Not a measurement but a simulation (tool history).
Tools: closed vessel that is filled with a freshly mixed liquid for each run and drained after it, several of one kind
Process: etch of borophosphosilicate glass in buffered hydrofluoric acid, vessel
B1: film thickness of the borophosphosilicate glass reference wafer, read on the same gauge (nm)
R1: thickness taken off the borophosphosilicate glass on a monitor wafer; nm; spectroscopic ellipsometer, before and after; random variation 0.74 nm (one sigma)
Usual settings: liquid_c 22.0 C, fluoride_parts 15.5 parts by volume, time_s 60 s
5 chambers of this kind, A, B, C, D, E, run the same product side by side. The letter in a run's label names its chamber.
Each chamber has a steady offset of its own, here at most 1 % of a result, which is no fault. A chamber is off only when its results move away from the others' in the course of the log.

{"run": "1D", "hour": 10.0, "liquid_c": 22.0, "fluoride_parts": 15.5, "time_s": 60, "B1": 109.99, "R1": 78.963}
{"run": "2A", "hour": 15.4, "liquid_c": 22.0, "fluoride_parts": 15.5, "time_s": 60, "B1": 110.0, "R1": 80.405}
{"run": "3B", "hour": 23.9, "liquid_c": 22.0, "fluoride_parts": 15.5, "time_s": 60, "B1": 110.0, "R1": 81.551}
{"run": "4E", "hour": 34.5, "liquid_c": 22.0, "fluoride_parts": 15.5, "time_s": 60, "B1": 110.0, "R1": 79.884}
{"run": "5C", "hour": 42.8, "liquid_c": 22.0, "fluoride_parts": 15.5, "time_s": 60, "B1": 110.0, "R1": 80.429}
{"run": "6E", "hour": 49.7, "liquid_c": 22.0, "fluoride_parts": 15.5, "time_s": 60, "B1": 109.98, "R1": 79.898}
{"run": "7C", "hour": 59.2, "liquid_c": 22.0, "fluoride_parts": 15.5, "time_s": 60, "B1": 109.99, "R1": 80.813}
{"run": "8D", "hour": 68.6, "liquid_c": 22.0, "fluoride_parts": 15.5, "time_s": 60, "B1": 109.96, "R1": 80.48}
{"run": "9A", "hour": 73.7, "liquid_c": 22.0, "fluoride_parts": 15.5, "time_s": 60, "B1": 110.02, "R1": 80.487}
{"run": "10B", "hour": 79.4, "liquid_c": 22.0, "fluoride_parts": 15.5, "time_s": 60, "B1": 110.02, "R1": 81.325}
{"run": "11B", "hour": 86.5, "liquid_c": 22.0, "fluoride_parts": 15.5, "time_s": 60, "B1": 109.98, "R1": 80.756}
{"run": "12C", "hour": 94.6, "liquid_c": 22.0, "fluoride_parts": 15.5, "time_s": 60, "B1": 110.0, "R1": 80.072}
{"run": "13A", "hour": 101.0, "liquid_c": 22.0, "fluoride_parts": 15.5, "time_s": 60, "B1": 109.99, "R1": 81.101}
{"run": "14E", "hour": 106.1, "liquid_c": 22.0, "fluoride_parts": 15.5, "time_s": 60, "B1": 109.99, "R1": 80.22}
{"run": "15D", "hour": 115.7, "liquid_c": 22.0, "fluoride_parts": 15.5, "time_s": 60, "B1": 110.0, "R1": 80.147}
{"run": "16B", "hour": 124.6, "liquid_c": 22.0, "fluoride_parts": 15.5, "time_s": 60, "B1": 109.99, "R1": 81.781}
{"run": "17E", "hour": 133.0, "liquid_c": 25.5, "fluoride_parts": 12.5, "time_s": 60, "B1": 110.02, "R1": 119.54}
{"run": "18A", "hour": 140.4, "liquid_c": 25.5, "fluoride_parts": 12.5, "time_s": 60, "B1": 110.02, "R1": 120.76}
{"run": "19D", "hour": 149.9, "liquid_c": 25.5, "fluoride_parts": 12.5, "time_s": 60, "B1": 109.98, "R1": 120.01}
{"run": "20C", "hour": 159.8, "liquid_c": 25.5, "fluoride_parts": 12.5, "time_s": 60, "B1": 109.99, "R1": 119.23}
{"run": "21B", "hour": 166.2, "liquid_c": 25.5, "fluoride_parts": 12.5, "time_s": 60, "B1": 109.98, "R1": 120.32}
{"run": "22E", "hour": 175.8, "liquid_c": 22.0, "fluoride_parts": 15.5, "time_s": 60, "B1": 109.97, "R1": 80.801}
{"run": "23C", "hour": 182.7, "liquid_c": 22.0, "fluoride_parts": 15.5, "time_s": 60, "B1": 109.99, "R1": 77.578}
{"run": "24A", "hour": 189.1, "liquid_c": 22.0, "fluoride_parts": 15.5, "time_s": 60, "B1": 110.0, "R1": 81.405}
{"run": "25D", "hour": 197.3, "liquid_c": 22.0, "fluoride_parts": 15.5, "time_s": 60, "B1": 109.98, "R1": 80.068}
{"run": "26C", "hour": 205.1, "liquid_c": 20.0, "fluoride_parts": 15.5, "time_s": 70, "B1": 109.99, "R1": 80.897}
{"run": "27A", "hour": 210.8, "liquid_c": 20.0, "fluoride_parts": 15.5, "time_s": 70, "B1": 110.0, "R1": 83.403}
{"run": "28B", "hour": 219.3, "liquid_c": 20.0, "fluoride_parts": 15.5, "time_s": 70, "B1": 110.0, "R1": 84.179}
{"run": "29D", "hour": 225.7, "liquid_c": 20.0, "fluoride_parts": 15.5, "time_s": 70, "B1": 110.01, "R1": 84.248}
{"run": "30E", "hour": 232.7, "liquid_c": 20.0, "fluoride_parts": 15.5, "time_s": 70, "B1": 110.02, "R1": 82.852}
{"run": "31C", "hour": 237.3, "liquid_c": 22.0, "fluoride_parts": 15.5, "time_s": 60, "B1": 109.98, "R1": 75.743}
{"run": "32E", "hour": 242.3, "liquid_c": 22.0, "fluoride_parts": 15.5, "time_s": 60, "B1": 109.97, "R1": 79.88}
{"run": "33B", "hour": 251.6, "liquid_c": 26.5, "fluoride_parts": 15.5, "time_s": 60, "B1": 109.98, "R1": 102.94}
{"run": "34D", "hour": 261.7, "liquid_c": 26.5, "fluoride_parts": 15.5, "time_s": 60, "B1": 109.99, "R1": 102.6}
{"run": "35A", "hour": 267.8, "liquid_c": 26.5, "fluoride_parts": 15.5, "time_s": 60, "B1": 109.98, "R1": 103.77}
{"run": "36E", "hour": 274.8, "liquid_c": 26.5, "fluoride_parts": 15.5, "time_s": 60, "B1": 110.01, "R1": 102.07}

All 5 chambers run these settings next. Forecast each chamber's results:
{"run": "37A", "hour": 282.4, "liquid_c": 22.0, "fluoride_parts": 15.5, "time_s": 60, "R1": "?"}
{"run": "37B", "hour": 282.4, "liquid_c": 22.0, "fluoride_parts": 15.5, "time_s": 60, "R1": "?"}
{"run": "37C", "hour": 282.4, "liquid_c": 22.0, "fluoride_parts": 15.5, "time_s": 60, "R1": "?"}
{"run": "37D", "hour": 282.4, "liquid_c": 22.0, "fluoride_parts": 15.5, "time_s": 60, "R1": "?"}
{"run": "37E", "hour": 282.4, "liquid_c": 22.0, "fluoride_parts": 15.5, "time_s": 60, "R1": "?"}

run=37A R1=81.146
run=37B R1=80.107
run=37C R1=75.900
run=37D R1=80.816
run=37E R1=79.914
